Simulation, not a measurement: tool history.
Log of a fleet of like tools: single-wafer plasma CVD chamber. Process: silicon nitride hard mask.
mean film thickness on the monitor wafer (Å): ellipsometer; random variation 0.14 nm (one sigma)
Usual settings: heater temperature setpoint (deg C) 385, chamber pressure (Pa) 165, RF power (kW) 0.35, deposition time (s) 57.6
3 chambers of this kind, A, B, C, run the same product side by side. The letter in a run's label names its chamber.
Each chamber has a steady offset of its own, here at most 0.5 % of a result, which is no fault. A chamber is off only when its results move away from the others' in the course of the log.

run   hour  heater temperature setpoint (deg C)  chamber pressure (Pa)  RF power (kW)  deposition time (s)  hours since the last thermocouple change  hours since the last RF generator calibration  hours since the last manometer calibration  read-back reference wafer on the same gauge, thickness_nm  mean film thickness on the monitor wafer (Å)
 1A   10.7                                  385                    165           0.35                 57.6                                      54.1                                         1218.9                                       683.9                                                     80.388                                        675.58
 2B   18.8                                  385                    165           0.35                 57.6                                    1503.9                                         2182.2                                      1259.9                                                     80.402                                        683.73
 3C     24                                  385                    165           0.35                 57.6                                    1869.2                                           1302                                         682                                                     80.424                                        681.03
 4C   34.9                                  385                    165           0.35                 57.6                                    1880.1                                         1312.9                                       692.9                                                     80.374                                        683.49
 5B   44.6                                  385                    165           0.35                 57.6                                    1529.7                                           2208                                      1285.7                                                     80.348                                        684.46
 6A   50.8                                  385                    165           0.35                 57.6                                      94.2                                           1259                                         724                                                     80.397                                        678.34
 7A   56.6                                  385                    165          0.295                 57.6                                       100                                         1264.8                                       729.8                                                     80.381                                        609.91
 8B   64.5                                  385                    165          0.295                 57.6                                    1549.6                                         2227.9                                      1305.6                                                     80.388                                        609.43
 9C   69.4                                  385                    165          0.295                 57.6                                    1914.6                                         1347.4                                       727.4                                                     80.356                                        614.07
10B   75.9                                  385                    165           0.35                 57.6                                      1561                                         2239.3                                        1317                                                     80.392                                        682.04
11A   85.6                                  385                    165           0.35                 57.6                                       129                                         1293.8                                       758.8                                                     80.406                                        677.54
12C   94.4                                  385                    165           0.35                 57.6                                    1939.6                                         1372.4                                       752.4                                                     80.407                                        683.44
13C  101.9                                  385                    165          0.285                 62.6                                    1947.1                                         1379.9                                       759.9                                                     80.385                                        649.32
     111.2  -- chamber B: capacitance manometer re-zeroed and calibrated
14B  111.7                                  385                    165          0.285                 62.6                                    1596.8                                         2275.1                                         0.6                                                     80.414                                        633.79
15A    120                                  385                    165          0.285                 62.6                                     163.4                                         1328.2                                       793.2                                                     80.396                                        645.97
     124.9  -- chamber B: thermocouple changed; heater temperature recalibrated
16B  125.5                                  385                    165           0.35                 57.6                                       0.7                                         2288.9                                        14.4                                                     80.372                                        667.32
17C    134                                  385                    165           0.35                 57.6                                    1979.2                                           1412                                         792                                                     80.415                                        679.82
18A  140.8                                  385                    165           0.35                 57.6                                     184.2                                           1349                                         814                                                     80.415                                        678.13
19C  145.9                                  385                    131           0.35                 57.6                                    1991.1                                         1423.9                                       803.9                                                     80.386                                        626.83
20A  154.1                                  385                    131           0.35                 57.6                                     197.5                                         1362.3                                       827.3                                                     80.408                                        626.15
     157.4  -- chamber C: thermocouple changed; heater temperature recalibrated
21B  164.5                                  385                    131           0.35                 57.6                                      39.7                                         2327.9                                        53.4                                                     80.408                                        617.93
22A  170.3                                  385                    165           0.35                 57.6                                     213.7                                         1378.5                                       843.5                                                      80.37                                        678.49
23C  175.7                                  385                    165           0.35                 57.6                                      18.3                                         1453.7                                       833.7                                                     80.378                                        682.59
24B  182.7                                  385                    165           0.35                 57.6                                      57.9                                         2346.1                                        71.6                                                     80.406                                        668.35
25C  189.1                                  385                    165           0.35                 57.6                                      31.7                                         1467.1                                       847.1                                                     80.392                                        684.64
     190.7  -- chamber A: RF generator calibrated
26A  198.2                                  385                    165           0.35                 57.6                                     241.6                                            7.6                                       871.4                                                     80.371                                        678.32
27B    203                                  396                    165           0.35                 51.4                                      78.2                                         2366.4                                        91.9                                                     80.385                                        593.14
28A  213.2                                  396                    165           0.35                 51.4                                     256.6                                           22.6                                       886.4                                                     80.365                                        602.71
29B  219.3                                  396                    165           0.35                 51.4                                      94.5                                         2382.7                                       108.2                                                     80.406                                        594.59
30C  225.5                                  385                    165           0.35                 57.6                                      68.1                                         1503.5                                       883.5                                                     80.384                                        681.18
31C    232                                  385                    144          0.305                 57.6                                      74.6                                           1510                                         890                                                     80.393                                        597.77
32A  240.2                                  385                    144          0.305                 57.6                                     283.6                                           49.6                                       913.4                                                     80.409                                        593.99

What goes on in this fleet: one chamber off, a drifting gauge, or nothing beyond the chambers' own small offsets? Name the chamber and the cause, if any.

A service left chamber B off against the others.
Cause: true pressure below the setpoint (%) = 7.06.

Here are 4 candidates for chamber B's next run, each the usual settings with a change, their results left as question marks. Which one brings its results back in line with what the others give on the usual settings?
In line means no further than this from the other chambers' mean on the usual settings: mean film thickness on the monitor wafer (Å) 5.4
33B-1   248                                  385                    168           0.35                 57.6                                                                                                                                                                                                                                             ?
33B-2   248                                  385                    175           0.35                 57.6                                                                                                                                                                                                                                             ?
33B-3   248                                  395                    165           0.35                 57.6                                                                                                                                                                                                                                             ?
33B-4   248                                  385                    164           0.35                 56.7                                                                                                                                                                                                                                             ?

The other chambers' mean on the usual settings: mean film thickness on the monitor wafer (Å) 680.79
  run  mean film thickness on the monitor wafer (Å)
33B-1                                         671.1
33B-2                                        679.28
33B-3                                        664.93
33B-4                                        655.55
33B-2 brings the chamber back in line.
